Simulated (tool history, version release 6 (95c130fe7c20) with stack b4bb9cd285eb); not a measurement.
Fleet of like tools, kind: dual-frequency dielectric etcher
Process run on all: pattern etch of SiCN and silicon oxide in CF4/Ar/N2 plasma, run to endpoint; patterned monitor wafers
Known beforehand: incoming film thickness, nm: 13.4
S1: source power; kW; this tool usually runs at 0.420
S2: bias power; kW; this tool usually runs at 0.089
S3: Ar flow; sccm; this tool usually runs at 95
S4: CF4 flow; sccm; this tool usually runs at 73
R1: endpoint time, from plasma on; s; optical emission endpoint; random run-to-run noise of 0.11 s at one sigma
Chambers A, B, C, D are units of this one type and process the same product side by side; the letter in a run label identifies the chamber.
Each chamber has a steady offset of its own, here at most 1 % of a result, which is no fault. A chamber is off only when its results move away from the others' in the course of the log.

{"run": "1B", "hour": 8.3, "S1": 0.42, "S2": 0.089, "S3": 95, "S4": 73, "R1": 15.199}
{"run": "2D", "hour": 15.8, "S1": 0.42, "S2": 0.089, "S3": 95, "S4": 73, "R1": 15.26}
{"run": "3C", "hour": 21.5, "S1": 0.42, "S2": 0.089, "S3": 95, "S4": 73, "R1": 15.23}
{"run": "4A", "hour": 27.1, "S1": 0.42, "S2": 0.089, "S3": 95, "S4": 73, "R1": 15.493}
{"run": "5C", "hour": 35.5, "S1": 0.42, "S2": 0.089, "S3": 95, "S4": 73, "R1": 15.199}
{"run": "6A", "hour": 46.3, "S1": 0.42, "S2": 0.089, "S3": 95, "S4": 73, "R1": 15.317}
{"run": "7B", "hour": 55.4, "S1": 0.42, "S2": 0.089, "S3": 95, "S4": 73, "R1": 14.918}
{"run": "8D", "hour": 64.9, "S1": 0.42, "S2": 0.089, "S3": 95, "S4": 73, "R1": 15.379}
{"run": "9C", "hour": 71.6, "S1": 0.42, "S2": 0.089, "S3": 95, "S4": 73, "R1": 15.059}
{"run": "10A", "hour": 79.3, "S1": 0.42, "S2": 0.089, "S3": 95, "S4": 73, "R1": 15.219}
{"run": "11D", "hour": 87.8, "S1": 0.42, "S2": 0.089, "S3": 95, "S4": 73, "R1": 15.336}
{"run": "12B", "hour": 93.6, "S1": 0.42, "S2": 0.089, "S3": 95, "S4": 73, "R1": 14.959}
{"run": "13D", "hour": 102.1, "S1": 0.42, "S2": 0.089, "S3": 95, "S4": 73, "R1": 15.373}
{"hour": 102.2, "done": "chamber A: wet clean of the chamber"}
{"hour": 103.7, "done": "chamber B: source power generator calibrated"}
{"run": "14C", "hour": 110.7, "S1": 0.46, "S2": 0.089, "S3": 82, "S4": 73, "R1": 13.972}
{"run": "15B", "hour": 122.3, "S1": 0.46, "S2": 0.089, "S3": 82, "S4": 73, "R1": 13.618}
{"run": "16A", "hour": 127.7, "S1": 0.46, "S2": 0.089, "S3": 82, "S4": 73, "R1": 13.97}
{"run": "17A", "hour": 135.2, "S1": 0.46, "S2": 0.089, "S3": 82, "S4": 73, "R1": 13.879}
{"run": "18C", "hour": 142.7, "S1": 0.42, "S2": 0.089, "S3": 95, "S4": 73, "R1": 15.328}
{"run": "19D", "hour": 150.1, "S1": 0.39, "S2": 0.089, "S3": 95, "S4": 73, "R1": 16.317}
{"run": "20B", "hour": 156.9, "S1": 0.39, "S2": 0.089, "S3": 95, "S4": 73, "R1": 16.216}
{"run": "21C", "hour": 168.0, "S1": 0.39, "S2": 0.089, "S3": 95, "S4": 73, "R1": 16.688}
{"run": "22B", "hour": 179.2, "S1": 0.39, "S2": 0.089, "S3": 95, "S4": 73, "R1": 16.274}
{"run": "23A", "hour": 185.6, "S1": 0.42, "S2": 0.089, "S3": 95, "S4": 73, "R1": 15.272}
{"run": "24D", "hour": 193.7, "S1": 0.42, "S2": 0.089, "S3": 95, "S4": 73, "R1": 15.291}
{"run": "25A", "hour": 203.3, "S1": 0.42, "S2": 0.089, "S3": 95, "S4": 73, "R1": 15.138}
{"run": "26D", "hour": 214.0, "S1": 0.42, "S2": 0.089, "S3": 95, "S4": 85, "R1": 14.832}
{"run": "27C", "hour": 223.3, "S1": 0.42, "S2": 0.089, "S3": 95, "S4": 85, "R1": 15.456}
{"run": "28B", "hour": 228.7, "S1": 0.42, "S2": 0.089, "S3": 95, "S4": 85, "R1": 14.803}
{"run": "29B", "hour": 240.0, "S1": 0.42, "S2": 0.089, "S3": 95, "S4": 85, "R1": 14.829}
{"run": "30D", "hour": 247.7, "S1": 0.42, "S2": 0.089, "S3": 95, "S4": 73, "R1": 15.394}
{"run": "31A", "hour": 259.0, "S1": 0.42, "S2": 0.089, "S3": 110, "S4": 73, "R1": 15.529}

All chambers now run identical settings, listed one chamber a line with results as question marks. What results will each chamber show?
{"run": "32A", "hour": 267.4, "S1": 0.42, "S2": 0.089, "S3": 117, "S4": 73, "R1": "?"}
{"run": "32B", "hour": 267.4, "S1": 0.42, "S2": 0.089, "S3": 117, "S4": 73, "R1": "?"}
{"run": "32C", "hour": 267.4, "S1": 0.42, "S2": 0.089, "S3": 117, "S4": 73, "R1": "?"}
{"run": "32D", "hour": 267.4, "S1": 0.42, "S2": 0.089, "S3": 117, "S4": 73, "R1": "?"}

run=32A R1=15.607
run=32B R1=15.620
run=32C R1=16.343
run=32D R1=15.582

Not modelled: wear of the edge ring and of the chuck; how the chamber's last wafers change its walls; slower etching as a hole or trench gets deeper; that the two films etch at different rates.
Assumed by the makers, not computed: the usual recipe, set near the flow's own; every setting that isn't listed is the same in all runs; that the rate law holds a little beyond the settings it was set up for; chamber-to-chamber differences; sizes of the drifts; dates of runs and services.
